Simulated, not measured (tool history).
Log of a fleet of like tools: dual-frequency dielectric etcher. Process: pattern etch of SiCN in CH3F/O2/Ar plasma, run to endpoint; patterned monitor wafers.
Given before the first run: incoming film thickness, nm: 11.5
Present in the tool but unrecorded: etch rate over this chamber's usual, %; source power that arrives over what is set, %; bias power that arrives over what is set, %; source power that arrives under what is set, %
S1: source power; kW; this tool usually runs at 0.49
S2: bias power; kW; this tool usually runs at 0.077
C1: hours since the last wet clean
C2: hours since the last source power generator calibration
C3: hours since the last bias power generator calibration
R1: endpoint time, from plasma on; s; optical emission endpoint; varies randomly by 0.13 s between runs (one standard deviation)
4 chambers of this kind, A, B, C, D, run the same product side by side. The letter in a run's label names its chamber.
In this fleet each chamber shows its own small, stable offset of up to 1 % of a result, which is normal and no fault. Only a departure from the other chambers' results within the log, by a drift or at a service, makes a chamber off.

Run 1C, hour 9.8: usual settings; C1 274.5; C2 394.2; C3 3061.6. Result: R1 27.443 s.
Run 2D, hour 17.2: usual settings; C1 22; C2 2208.3; C3 4563.8. Result: R1 28.042 s.
Run 3A, hour 26.4: usual settings; C1 415; C2 2621.2; C3 2584.1. Result: R1 27.399 s.
Run 4B, hour 32.9: usual settings; C1 234.2; C2 2494.4; C3 922.6. Result: R1 28.113 s.
Run 5B, hour 40.3: usual settings; C1 241.6; C2 2501.8; C3 930. Result: R1 27.769 s.
Run 6D, hour 52.4: usual settings; C1 57.2; C2 2243.5; C3 4599. Result: R1 27.917 s.
Run 7C, hour 60.5: usual settings; C1 325.2; C2 444.9; C3 3112.3. Result: R1 27.498 s.
Run 8A, hour 72.3: usual settings; C1 460.9; C2 2667.1; C3 2630. Result: R1 27.397 s.
Run 9B, hour 81.2: usual settings; C1 282.5; C2 2542.7; C3 970.9. Result: R1 28.105 s.
Run 10A, hour 92.8: usual settings; C1 481.4; C2 2687.6; C3 2650.5. Result: R1 27.536 s.
Run 11C, hour 104.1: usual settings; C1 368.8; C2 488.5; C3 3155.9. Result: R1 27.767 s.
Run 12D, hour 112.7: usual settings; C1 117.5; C2 2303.8; C3 4659.3. Result: R1 27.834 s.
At hour 120.1: chamber C: wet clean of the chamber.
Run 13A, hour 122.3: usual settings; C1 510.9; C2 2717.1; C3 2680. Result: R1 27.375 s.
Run 14C, hour 136: usual settings; C1 16; C2 520.4; C3 3187.8. Result: R1 27.479 s.
Run 15B, hour 142.8: usual settings but S2 0.068 kW; C1 344.1; C2 2604.3; C3 1032.5. Result: R1 28.673 s.
Run 16D, hour 152.7: usual settings but S2 0.068 kW; C1 157.5; C2 2343.8; C3 4699.3. Result: R1 28.886 s.
Run 17B, hour 160.4: usual settings but S2 0.068 kW; C1 361.7; C2 2621.9; C3 1050.1. Result: R1 28.33 s.
Run 18A, hour 174: usual settings but S2 0.068 kW; C1 562.6; C2 2768.8; C3 2731.7. Result: R1 28.783 s.
Run 19C, hour 181.1: usual settings but S1 0.41 kW, S2 0.083 kW; C1 61.1; C2 565.5; C3 3232.9. Result: R1 28.541 s.
Run 20D, hour 190: usual settings but S1 0.41 kW, S2 0.083 kW; C1 194.8; C2 2381.1; C3 4736.6. Result: R1 28.97 s.
At hour 194.4: chamber A: wet clean of the chamber.
Run 21C, hour 196.2: usual settings but S1 0.41 kW, S2 0.083 kW; C1 76.2; C2 580.6; C3 3248. Result: R1 28.464 s.
Run 22D, hour 205: usual settings but S1 0.41 kW, S2 0.083 kW; C1 209.8; C2 2396.1; C3 4751.6. Result: R1 28.904 s.
Run 23B, hour 217.2: usual settings; C1 418.5; C2 2678.7; C3 1106.9. Result: R1 26.871 s.
Run 24A, hour 229.6: usual settings; C1 35.3; C2 2824.4; C3 2787.3. Result: R1 27.553 s.
Run 25D, hour 242: usual settings; C1 246.8; C2 2433.1; C3 4788.6. Result: R1 27.729 s.
Run 26A, hour 254.1: usual settings; C1 59.8; C2 2848.9; C3 2811.8. Result: R1 27.48 s.
Run 27B, hour 261.3: usual settings; C1 462.6; C2 2722.8; C3 1151. Result: R1 26.615 s.
Run 28C, hour 273.7: usual settings; C1 153.7; C2 658.1; C3 3325.5. Result: R1 27.467 s.

Decide between three cases: one chamber stands off from its peers, the gauge reading all wafers drifts, or nothing is wrong past each chamber's small offset. Where a chamber is off, say which and what most likely put it there.

One chamber, B, drifts off from the rest bit by bit.
What lies behind it: etch rate over this chamber's usual, % = 5.54.

Chamber B could run next with any of the 4 candidate recipes listed below; each alters the usual settings, and their results appear as question marks. Which one brings its results back in line with what the other chambers deliver on the usual settings?
Counts as in line when no further than this from what the other chambers average on the usual settings: R1 0.45 s
Run 29B-1, hour 284.1: usual settings but S1 0.46 kW, S2 0.072 kW. Result: R1 ?.
Run 29B-2, hour 284.1: usual settings but S1 0.48 kW, S2 0.075 kW. Result: R1 ?.
Run 29B-3, hour 284.1: usual settings but S1 0.55 kW. Result: R1 ?.
Run 29B-4, hour 284.1: usual settings but S1 0.5 kW, S2 0.079 kW. Result: R1 ?.

Usual-settings mean across the other chambers: R1 27.583 s
  run      R1
29B-1  27.638
29B-2  26.815
29B-3  25.252
29B-4  25.928
It is 29B-1 that realigns the chamber with its peers.

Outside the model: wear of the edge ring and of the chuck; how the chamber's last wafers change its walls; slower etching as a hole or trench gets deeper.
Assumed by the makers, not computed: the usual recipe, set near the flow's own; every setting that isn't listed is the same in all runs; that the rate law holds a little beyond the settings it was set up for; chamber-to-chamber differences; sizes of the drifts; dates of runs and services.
